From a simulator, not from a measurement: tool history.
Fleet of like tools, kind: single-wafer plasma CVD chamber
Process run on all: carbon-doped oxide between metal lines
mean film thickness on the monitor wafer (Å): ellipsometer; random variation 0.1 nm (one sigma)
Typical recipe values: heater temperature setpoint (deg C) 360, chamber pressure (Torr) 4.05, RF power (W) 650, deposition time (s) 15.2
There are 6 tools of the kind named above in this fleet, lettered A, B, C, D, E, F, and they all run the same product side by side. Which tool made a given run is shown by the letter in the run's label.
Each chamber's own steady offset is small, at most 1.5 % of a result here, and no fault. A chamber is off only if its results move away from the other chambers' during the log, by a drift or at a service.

| run | hour | heater temperature setpoint (deg C) | chamber pressure (Torr) | RF power (W) | deposition time (s) | read-back reference wafer on the same gauge, thickness_nm | mean film thickness on the monitor wafer (Å) |
|---|---|---|---|---|---|---|---|
| 1B | 3.3 | 360 | 4.05 | 650 | 15.2 | 97.576 | 869.74 |
| 2C | 6.3 | 360 | 4.05 | 650 | 15.2 | 97.599 | 870.92 |
| 3D | 8.6 | 360 | 4.05 | 650 | 15.2 | 97.58 | 866.48 |
| 4E | 12.1 | 360 | 4.05 | 650 | 15.2 | 97.561 | 862.75 |
| 5A | 14.1 | 360 | 4.05 | 650 | 15.2 | 97.553 | 864.29 |
| 6F | 17.7 | 360 | 4.05 | 650 | 15.2 | 97.551 | 870.18 |
| 7F | 19.6 | 360 | 4.05 | 650 | 15.2 | 97.537 | 869.8 |
| 8D | 21.7 | 360 | 4.05 | 650 | 15.2 | 97.526 | 867.83 |
| 9E | 25.4 | 360 | 4.05 | 650 | 15.2 | 97.516 | 863.48 |
| 10B | 28.7 | 360 | 4.05 | 650 | 15.2 | 97.479 | 870.32 |
| 11A | 32.2 | 360 | 4.05 | 650 | 15.2 | 97.487 | 864.67 |
| 12C | 36.3 | 360 | 4.05 | 650 | 15.2 | 97.474 | 871.43 |
| 13E | 39.5 | 360 | 4.05 | 650 | 15.2 | 97.481 | 862.67 |
| 14B | 42.8 | 360 | 4.05 | 650 | 15.2 | 97.415 | 867.85 |
| 15A | 44.9 | 360 | 4.05 | 650 | 15.2 | 97.443 | 862.2 |
| 16C | 48.4 | 360 | 4.05 | 650 | 15.2 | 97.391 | 871.43 |
| 17D | 50.7 | 360 | 4.05 | 650 | 15.2 | 97.401 | 865.52 |
| 18F | 53.1 | 360 | 4.05 | 650 | 15.2 | 97.382 | 867.33 |
| 19C | 57.3 | 360 | 4.05 | 650 | 15.2 | 97.39 | 870.76 |
| 20E | 59.5 | 360 | 4.05 | 650 | 15.2 | 97.392 | 859.45 |
| 21A | 62 | 360 | 4.05 | 545 | 12.4 | 97.367 | 634.89 |
| 22D | 64.5 | 360 | 4.05 | 545 | 12.4 | 97.342 | 635.98 |
| 23F | 68.8 | 360 | 4.05 | 545 | 12.4 | 97.316 | 638.45 |
| 24B | 71.9 | 360 | 4.05 | 545 | 12.4 | 97.346 | 636.6 |
| 25B | 74 | 360 | 4.05 | 545 | 12.4 | 97.317 | 636.08 |
| 26C | 76.4 | 360 | 4.05 | 545 | 12.4 | 97.36 | 637.93 |
| 27F | 78.8 | 360 | 4.05 | 650 | 15.2 | 97.33 | 864.98 |
| 28D | 82.3 | 360 | 4.05 | 650 | 15.2 | 97.307 | 864.71 |
| 29E | 84.4 | 360 | 4.05 | 650 | 15.2 | 97.308 | 859.45 |
|  | 86.6 | chamber D: RF generator calibrated |
| 30A | 86.6 | 360 | 3.7 | 650 | 12.2 | 97.286 | 686.41 |
| 31B | 90.6 | 360 | 3.7 | 650 | 12.2 | 97.252 | 690.99 |
| 32E | 94.6 | 360 | 3.7 | 650 | 12.2 | 97.237 | 685.85 |
| 33C | 97.3 | 360 | 3.7 | 650 | 12.2 | 97.231 | 691.11 |
| 34D | 100.6 | 360 | 3.7 | 650 | 12.2 | 97.22 | 690.53 |
| 35F | 103.4 | 360 | 3.7 | 650 | 12.2 | 97.225 | 690.09 |
| 36A | 106 | 360 | 4.05 | 650 | 15.2 | 97.229 | 861.5 |
| 37D | 108.8 | 360 | 4.05 | 650 | 15.2 | 97.211 | 863.43 |
| 38F | 112.5 | 360 | 4.05 | 650 | 15.2 | 97.214 | 864.53 |
| 39E | 114.3 | 360 | 4.05 | 605 | 13.3 | 97.199 | 720.73 |
| 40B | 117.8 | 360 | 4.05 | 605 | 13.3 | 97.142 | 725.86 |
| 41C | 121 | 360 | 4.05 | 605 | 13.3 | 97.166 | 726.55 |
| 42A | 123.8 | 360 | 4.05 | 605 | 13.3 | 97.133 | 724.2 |

Which is it: a chamber that has drifted or been left off by a service, a gauge drift common to all chambers, or only each chamber's usual small offset? If a chamber is off, name it and its likeliest cause.

The shared gauge is drifting. All chambers look as if they move in step, but none is off.
Most likely cause: gauge reads low (%) = 0.467.

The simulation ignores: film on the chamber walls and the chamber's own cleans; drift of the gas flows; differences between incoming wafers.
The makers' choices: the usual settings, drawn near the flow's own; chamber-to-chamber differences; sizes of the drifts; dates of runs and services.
